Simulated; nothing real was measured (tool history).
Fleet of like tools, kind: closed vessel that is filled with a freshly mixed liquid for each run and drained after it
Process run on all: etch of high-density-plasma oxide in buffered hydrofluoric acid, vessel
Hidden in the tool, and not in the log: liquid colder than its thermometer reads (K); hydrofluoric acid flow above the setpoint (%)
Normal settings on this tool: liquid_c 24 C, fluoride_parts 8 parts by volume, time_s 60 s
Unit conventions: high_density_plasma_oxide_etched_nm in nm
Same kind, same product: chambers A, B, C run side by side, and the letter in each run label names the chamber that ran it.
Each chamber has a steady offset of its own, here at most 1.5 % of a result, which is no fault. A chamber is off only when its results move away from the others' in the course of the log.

run,hour,liquid_c,fluoride_parts,time_s,hours since the thermometer was replaced,hours since the hydrofluoric acid flow meter was replaced,"read-back film thickness of the high-density-plasma oxide reference wafer, read on the same gauge (nm)",high_density_plasma_oxide_etched_nm
1A,6.2,24,8,60,2310.8,500.1,29.963,105.25
2C,11.3,24,8,60,896.5,1242.8,30.037,107.75
3B,16.5,24,8,60,606.3,665.4,29.978,107.38
4A,19.5,24,8,60,2324.1,513.4,30.009,106.53
5B,23.8,24,8,60,613.6,672.7,30.039,107.66
6C,30,24,8,60,915.2,1261.5,29.99,108.96
7C,34.3,24,8,60,919.5,1265.8,29.999,108.67
8B,38,24,8,60,627.8,686.9,30,108.01
9A,43.3,21.5,8,60,2347.9,537.2,30.041,92.772
10A,46.9,21.5,8,60,2351.5,540.8,29.988,93.215
11C,51.8,21.5,8,60,937,1283.3,29.964,94.065
12B,56.5,24,8,60,646.3,705.4,29.98,104.55
13C,62,24,8,60,947.2,1293.5,30.008,108.53
14A,66.8,24,8,60,2371.4,560.7,30.007,106.87
15B,72.9,24,8,60,662.7,721.8,30.032,103.21
# hour 78.8: chamber A: thermometer replaced
16B,79.3,24,8,60,669.1,728.2,29.976,103.62
17C,82.1,24,8,60,967.3,1313.6,29.993,108.08
18A,86.1,24,8,60,7.4,580,30.015,107.36
19C,91.7,24,8,60,976.9,1323.2,29.993,108.78
20B,97.4,24,8,60,687.2,746.3,30.002,101.84
21A,101.3,24,8,60,22.6,595.2,30.001,105.7
22A,107.7,24,8,60,29,601.6,30.01,108.52
23B,113.2,24,8,60,703,762.1,30,100.11
24C,116.7,24,5,75,1001.9,1348.2,30.056,209.4
25B,119.5,24,5,75,709.3,768.4,30.034,189.97
26A,123.9,24,5,75,45.2,617.8,30.059,207.7
27C,129,24,8,60,1014.2,1360.5,29.992,109.36

Has any chamber moved away from the others, gradually or after a service, or does the common gauge drift, or do the chambers differ only by their own small steady offsets? State the chamber and the most likely cause if one applies.

It is chamber B that slowly wanders off from its peers.
What lies behind it: liquid colder than its thermometer reads (K) = 1.43.
The log may not tell that from: hydrofluoric acid flow below the setpoint (%).

Here are 4 candidates for chamber B's next run, each the usual settings with a change, their results left as question marks. Which one brings its results back in line with what the others give on the usual settings?
A result is in line if it is within this distance of the other chambers' mean on the usual settings: high_density_plasma_oxide_etched_nm 2.4 nm
28B-1,133.6,24.5,8,60,,,,?
28B-2,133.6,24,8,55,,,,?
28B-3,133.6,23.5,8,60,,,,?
28B-4,133.6,24,8,65,,,,?

Other chambers, usual settings, mean: high_density_plasma_oxide_etched_nm 107.52 nm
run,high_density_plasma_oxide_etched_nm
28B-1,102.03
28B-2,91.047
28B-3,96.626
28B-4,107.6
28B-4 brings the chamber back in line.
